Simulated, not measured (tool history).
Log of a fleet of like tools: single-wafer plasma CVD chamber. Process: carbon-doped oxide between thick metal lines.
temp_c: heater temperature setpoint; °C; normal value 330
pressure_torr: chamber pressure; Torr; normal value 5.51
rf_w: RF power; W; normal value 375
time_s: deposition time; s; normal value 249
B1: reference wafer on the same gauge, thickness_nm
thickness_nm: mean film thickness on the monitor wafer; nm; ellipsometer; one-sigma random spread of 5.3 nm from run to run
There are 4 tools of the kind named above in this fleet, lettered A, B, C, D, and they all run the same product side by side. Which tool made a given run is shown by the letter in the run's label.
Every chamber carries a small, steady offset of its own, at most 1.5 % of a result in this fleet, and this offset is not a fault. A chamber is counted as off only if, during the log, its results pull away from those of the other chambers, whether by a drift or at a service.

run 1C hour=9.7 | temp_c=330 pressure_torr=5.51 rf_w=375 time_s=249 | B1=989.42 | thickness_nm=1098.80
run 2D hour=23.5 | temp_c=330 pressure_torr=5.51 rf_w=375 time_s=249 | B1=990.51 | thickness_nm=1088.10
-- hour=28.3 chamber C: capacitance manometer re-zeroed and calibrated
run 3A hour=35.0 | temp_c=330 pressure_torr=5.51 rf_w=375 time_s=249 | B1=989.55 | thickness_nm=1100.10
run 4B hour=44.6 | temp_c=330 pressure_torr=5.51 rf_w=375 time_s=249 | B1=989.67 | thickness_nm=1105.30
run 5C hour=52.6 | temp_c=330 pressure_torr=5.51 rf_w=375 time_s=249 | B1=991.35 | thickness_nm=1096.90
run 6A hour=63.7 | temp_c=330 pressure_torr=5.51 rf_w=375 time_s=249 | B1=989.49 | thickness_nm=1096.10
run 7D hour=76.1 | temp_c=330 pressure_torr=4.21 rf_w=375 time_s=249 | B1=989.51 | thickness_nm=1027.50
run 8B hour=84.8 | temp_c=330 pressure_torr=4.21 rf_w=375 time_s=249 | B1=989.78 | thickness_nm=1067.10
run 9B hour=93.8 | temp_c=330 pressure_torr=4.21 rf_w=375 time_s=249 | B1=989.89 | thickness_nm=1065.70
run 10A hour=107.1 | temp_c=330 pressure_torr=4.21 rf_w=375 time_s=249 | B1=989.54 | thickness_nm=1055.20
run 11D hour=116.5 | temp_c=330 pressure_torr=5.51 rf_w=375 time_s=249 | B1=990.34 | thickness_nm=1056.50
run 12C hour=128.8 | temp_c=330 pressure_torr=5.51 rf_w=375 time_s=249 | B1=990.52 | thickness_nm=1105.80
run 13C hour=142.5 | temp_c=330 pressure_torr=5.51 rf_w=375 time_s=249 | B1=991.04 | thickness_nm=1109.50
run 14D hour=151.8 | temp_c=330 pressure_torr=5.51 rf_w=375 time_s=249 | B1=991.08 | thickness_nm=1062.40
run 15B hour=161.0 | temp_c=330 pressure_torr=5.51 rf_w=375 time_s=249 | B1=989.39 | thickness_nm=1100.20
run 16A hour=168.4 | temp_c=330 pressure_torr=5.51 rf_w=375 time_s=249 | B1=990.84 | thickness_nm=1097.10
run 17D hour=175.0 | temp_c=343 pressure_torr=5.51 rf_w=395 time_s=249 | B1=989.36 | thickness_nm=1055.30
run 18A hour=186.6 | temp_c=343 pressure_torr=5.51 rf_w=395 time_s=249 | B1=990.47 | thickness_nm=1088.10
run 19C hour=197.7 | temp_c=343 pressure_torr=5.51 rf_w=395 time_s=249 | B1=990.36 | thickness_nm=1091.60
run 20B hour=205.4 | temp_c=343 pressure_torr=5.51 rf_w=395 time_s=249 | B1=989.73 | thickness_nm=1096.20
run 21B hour=216.4 | temp_c=330 pressure_torr=5.51 rf_w=375 time_s=249 | B1=990.23 | thickness_nm=1104.80
-- hour=217.9 chamber C: RF generator calibrated
run 22C hour=228.3 | temp_c=330 pressure_torr=5.51 rf_w=375 time_s=249 | B1=990.82 | thickness_nm=1109.90
-- hour=234.6 chamber D: capacitance manometer re-zeroed and calibrated
run 23D hour=236.2 | temp_c=343 pressure_torr=5.51 rf_w=375 time_s=249 | B1=988.58 | thickness_nm=993.91
run 24A hour=243.0 | temp_c=343 pressure_torr=5.51 rf_w=375 time_s=249 | B1=988.65 | thickness_nm=1058.80

All 4 chambers run these settings next. Forecast each chamber's results:
run 25A hour=252.9 | temp_c=330 pressure_torr=6.56 rf_w=375 time_s=249 | thickness_nm=?
run 25B hour=252.9 | temp_c=330 pressure_torr=6.56 rf_w=375 time_s=249 | thickness_nm=?
run 25C hour=252.9 | temp_c=330 pressure_torr=6.56 rf_w=375 time_s=249 | thickness_nm=?
run 25D hour=252.9 | temp_c=330 pressure_torr=6.56 rf_w=375 time_s=249 | thickness_nm=?

run=25A thickness_nm=1111.40
run=25B thickness_nm=1135.90
run=25C thickness_nm=1109.90
run=25D thickness_nm=1043.40
